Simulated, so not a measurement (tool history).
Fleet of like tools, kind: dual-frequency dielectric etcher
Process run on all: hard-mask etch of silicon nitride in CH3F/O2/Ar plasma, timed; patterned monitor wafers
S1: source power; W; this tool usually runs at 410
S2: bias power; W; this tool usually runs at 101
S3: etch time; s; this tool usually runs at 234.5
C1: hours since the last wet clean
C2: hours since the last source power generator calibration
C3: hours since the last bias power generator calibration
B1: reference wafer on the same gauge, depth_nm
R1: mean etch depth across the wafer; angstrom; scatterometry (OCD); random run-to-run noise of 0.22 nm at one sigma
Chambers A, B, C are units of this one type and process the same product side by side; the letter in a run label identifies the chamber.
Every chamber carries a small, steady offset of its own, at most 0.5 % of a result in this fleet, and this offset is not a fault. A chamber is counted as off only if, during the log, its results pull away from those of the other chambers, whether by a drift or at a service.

Run 1A, hour 9.0: usual settings; C1 582.4; C2 1705.1; C3 2613.6; B1 163.98. Result: R1 1868.8 angstrom.
Run 2C, hour 16.9: usual settings; C1 54.8; C2 1338.6; C3 1976.4; B1 163.90. Result: R1 1860.2 angstrom.
Run 3B, hour 27.1: usual settings; C1 569.2; C2 4077.9; C3 225.5; B1 163.99. Result: R1 1866.9 angstrom.
Run 4B, hour 33.2: usual settings; C1 575.3; C2 4084.0; C3 231.6; B1 163.97. Result: R1 1868.2 angstrom.
Run 5A, hour 45.5: usual settings; C1 618.9; C2 1741.6; C3 2650.1; B1 163.88. Result: R1 1864.5 angstrom.
Run 6C, hour 53.9: usual settings; C1 91.8; C2 1375.6; C3 2013.4; B1 163.89. Result: R1 1862.7 angstrom.
Run 7C, hour 60.2: usual settings; C1 98.1; C2 1381.9; C3 2019.7; B1 163.90. Result: R1 1861.8 angstrom.
At hour 67.6: chamber B: wet clean of the chamber.
Run 8A, hour 71.1: usual settings; C1 644.5; C2 1767.2; C3 2675.7; B1 163.87. Result: R1 1863.2 angstrom.
Run 9B, hour 82.2: usual settings; C1 14.6; C2 4133.0; C3 280.6; B1 163.87. Result: R1 1868.9 angstrom.
Run 10A, hour 92.2: usual settings; C1 665.6; C2 1788.3; C3 2696.8; B1 163.84. Result: R1 1864.3 angstrom.
At hour 96.2: chamber A: wet clean of the chamber.
Run 11B, hour 101.2: usual settings; C1 33.6; C2 4152.0; C3 299.6; B1 163.79. Result: R1 1867.8 angstrom.
Run 12C, hour 109.4: usual settings; C1 147.3; C2 1431.1; C3 2068.9; B1 163.78. Result: R1 1862.4 angstrom.
Run 13A, hour 118.8: usual settings but S2 79 W; C1 22.7; C2 1814.9; C3 2723.4; B1 163.79. Result: R1 1708.5 angstrom.
Run 14B, hour 126.2: usual settings but S2 79 W; C1 58.6; C2 4177.0; C3 324.6; B1 163.78. Result: R1 1708.4 angstrom.
Run 15C, hour 139.0: usual settings but S2 79 W; C1 176.9; C2 1460.7; C3 2098.5; B1 163.71. Result: R1 1703.4 angstrom.
Run 16B, hour 146.9: usual settings; C1 79.3; C2 4197.7; C3 345.3; B1 163.71. Result: R1 1871.9 angstrom.
Run 17A, hour 158.9: usual settings; C1 62.8; C2 1855.0; C3 2763.5; B1 163.69. Result: R1 1863.0 angstrom.
Run 18C, hour 167.9: usual settings; C1 205.8; C2 1489.6; C3 2127.4; B1 163.63. Result: R1 1857.8 angstrom.
Run 19A, hour 174.9: usual settings; C1 78.8; C2 1871.0; C3 2779.5; B1 163.64. Result: R1 1859.3 angstrom.
Run 20C, hour 185.1: usual settings; C1 223.0; C2 1506.8; C3 2144.6; B1 163.69. Result: R1 1857.1 angstrom.
Run 21B, hour 197.5: usual settings; C1 129.9; C2 4248.3; C3 395.9; B1 163.67. Result: R1 1869.1 angstrom.
Run 22B, hour 210.3: usual settings but S1 490 W; C1 142.7; C2 4261.1; C3 408.7; B1 163.55. Result: R1 2000.7 angstrom.
Run 23C, hour 219.0: usual settings but S1 490 W; C1 256.9; C2 1540.7; C3 2178.5; B1 163.52. Result: R1 1991.7 angstrom.
Run 24A, hour 231.4: usual settings but S1 490 W; C1 135.3; C2 1927.5; C3 2836.0; B1 163.52. Result: R1 1988.3 angstrom.
Run 25C, hour 238.0: usual settings; C1 275.9; C2 1559.7; C3 2197.5; B1 163.54. Result: R1 1858.6 angstrom.
Run 26A, hour 245.6: usual settings; C1 149.5; C2 1941.7; C3 2850.2; B1 163.48. Result: R1 1863.4 angstrom.
Run 27B, hour 252.0: usual settings; C1 184.4; C2 4302.8; C3 450.4; B1 163.50. Result: R1 1868.0 angstrom.
Run 28C, hour 261.2: usual settings; C1 299.1; C2 1582.9; C3 2220.7; B1 163.53. Result: R1 1861.5 angstrom.
Run 29A, hour 271.0: usual settings; C1 174.9; C2 1967.1; C3 2875.6; B1 163.42. Result: R1 1864.5 angstrom.
Run 30B, hour 284.0: usual settings; C1 216.4; C2 4334.8; C3 482.4; B1 163.45. Result: R1 1868.4 angstrom.
Run 31A, hour 293.5: usual settings; C1 197.4; C2 1989.6; C3 2898.1; B1 163.37. Result: R1 1857.9 angstrom.
Run 32C, hour 306.1: usual settings; C1 344.0; C2 1627.8; C3 2265.6; B1 163.42. Result: R1 1859.3 angstrom.
Run 33B, hour 314.4: usual settings; C1 246.8; C2 4365.2; C3 512.8; B1 163.39. Result: R1 1868.1 angstrom.
Run 34C, hour 320.4: usual settings; C1 358.3; C2 1642.1; C3 2279.9; B1 163.37. Result: R1 1857.1 angstrom.
Run 35B, hour 333.8: usual settings; C1 266.2; C2 4384.6; C3 532.2; B1 163.30. Result: R1 1859.8 angstrom.
At hour 344.0: chamber C: wet clean of the chamber.
Run 36A, hour 345.8: usual settings; C1 249.7; C2 2041.9; C3 2950.4; B1 163.39. Result: R1 1861.8 angstrom.
Run 37B, hour 354.2: usual settings; C1 286.6; C2 4405.0; C3 552.6; B1 163.30. Result: R1 1863.5 angstrom.
Run 38C, hour 361.9: usual settings; C1 18.0; C2 1683.6; C3 2321.4; B1 163.25. Result: R1 1853.6 angstrom.
Run 39A, hour 375.4: usual settings but S2 81 W; C1 279.3; C2 2071.5; C3 2980.0; B1 163.25. Result: R1 1718.0 angstrom.
Run 40B, hour 386.0: usual settings but S2 81 W; C1 318.4; C2 4436.8; C3 584.4; B1 163.24. Result: R1 1718.8 angstrom.
Run 41A, hour 393.9: usual settings but S2 81 W; C1 297.8; C2 2090.0; C3 2998.5; B1 163.22. Result: R1 1719.4 angstrom.
Run 42C, hour 401.0: usual settings but S2 120 W, S3 279.0 s; C1 57.1; C2 1722.7; C3 2360.5; B1 163.21. Result: R1 2352.8 angstrom.

Read the log: is a single chamber off, either drifting away or since a service, is the gauge that measures every chamber drifting, or is nothing wrong beyond small per-chamber offsets? Name any odd chamber and what most likely caused it.

Gauge drift. The chambers move together only on paper, and none stands off.
Most likely cause: gauge reads low (%) = 0.493.

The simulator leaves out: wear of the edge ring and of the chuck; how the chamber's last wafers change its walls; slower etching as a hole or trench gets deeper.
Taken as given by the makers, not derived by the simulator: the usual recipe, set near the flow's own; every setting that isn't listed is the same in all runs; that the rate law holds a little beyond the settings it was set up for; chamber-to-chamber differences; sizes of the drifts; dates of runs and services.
